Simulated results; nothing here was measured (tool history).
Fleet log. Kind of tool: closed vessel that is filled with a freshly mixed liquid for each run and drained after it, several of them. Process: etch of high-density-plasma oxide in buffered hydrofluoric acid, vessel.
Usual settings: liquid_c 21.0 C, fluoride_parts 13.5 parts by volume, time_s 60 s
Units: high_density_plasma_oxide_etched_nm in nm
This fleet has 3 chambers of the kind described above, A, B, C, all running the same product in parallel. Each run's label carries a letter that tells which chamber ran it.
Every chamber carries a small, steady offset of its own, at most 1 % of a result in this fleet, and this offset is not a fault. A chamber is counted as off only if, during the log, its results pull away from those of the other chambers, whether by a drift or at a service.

| run | hour | liquid_c | fluoride_parts | time_s | read-back film thickness of the high-density-plasma oxide reference wafer, read on the same gauge (nm) | high_density_plasma_oxide_etched_nm |
|---|---|---|---|---|---|---|
| 1C | 10.9 | 21.0 | 13.5 | 60 | 39.953 | 46.971 |
| 2B | 21.9 | 21.0 | 13.5 | 60 | 40.026 | 46.761 |
| 3A | 32.9 | 21.0 | 13.5 | 60 | 40.000 | 47.372 |
| 4C | 41.8 | 21.0 | 13.5 | 60 | 39.962 | 46.748 |
| 5A | 49.4 | 21.0 | 13.5 | 60 | 39.982 | 47.667 |
|  | 55.6 | chamber B: hydrofluoric acid flow meter replaced |
| 6B | 56.4 | 21.0 | 13.5 | 60 | 39.966 | 47.001 |
| 7C | 63.1 | 21.0 | 13.5 | 60 | 39.967 | 47.354 |
| 8B | 70.8 | 21.0 | 13.5 | 60 | 40.011 | 46.490 |
| 9A | 76.8 | 21.0 | 13.5 | 80 | 39.997 | 64.287 |
| 10B | 88.2 | 21.0 | 13.5 | 80 | 40.012 | 62.306 |
| 11C | 94.0 | 21.0 | 13.5 | 80 | 39.973 | 63.122 |
| 12A | 103.5 | 21.0 | 13.5 | 60 | 39.916 | 49.212 |
| 13B | 112.0 | 21.0 | 13.5 | 60 | 39.977 | 47.115 |
| 14C | 116.9 | 21.0 | 13.5 | 60 | 39.952 | 46.808 |
|  | 122.7 | chamber A: hydrofluoric acid flow meter replaced |
| 15A | 123.9 | 21.0 | 13.5 | 60 | 40.021 | 48.819 |
| 16B | 131.3 | 21.0 | 18.5 | 75 | 40.010 | 43.214 |
| 17C | 137.1 | 21.0 | 18.5 | 75 | 40.037 | 43.276 |
| 18A | 145.4 | 21.0 | 18.5 | 75 | 39.988 | 44.993 |
| 19A | 150.5 | 21.0 | 13.5 | 60 | 40.002 | 50.123 |
| 20B | 160.7 | 21.0 | 13.5 | 60 | 40.032 | 46.536 |
| 21C | 170.8 | 21.0 | 13.5 | 60 | 40.025 | 47.034 |
| 22B | 176.5 | 21.0 | 13.5 | 60 | 40.026 | 46.821 |
| 23C | 187.7 | 21.0 | 13.5 | 60 | 39.972 | 47.026 |
| 24A | 198.2 | 21.0 | 13.5 | 60 | 40.059 | 51.067 |
| 25B | 203.6 | 21.0 | 13.5 | 60 | 39.955 | 46.619 |
| 26A | 214.4 | 19.0 | 17.0 | 60 | 40.040 | 36.369 |
| 27C | 224.8 | 19.0 | 17.0 | 60 | 39.970 | 33.445 |

All chambers now run identical settings, listed one chamber a line with results as question marks. What results will each chamber show?
| 28A | 232.9 | 23.5 | 13.5 | 60 |  | ? |
| 28B | 232.9 | 23.5 | 13.5 | 60 |  | ? |
| 28C | 232.9 | 23.5 | 13.5 | 60 |  | ? |

| run | high_density_plasma_oxide_etched_nm |
|---|---|
| 28A | 58.516 |
| 28B | 54.112 |
| 28C | 53.987 |
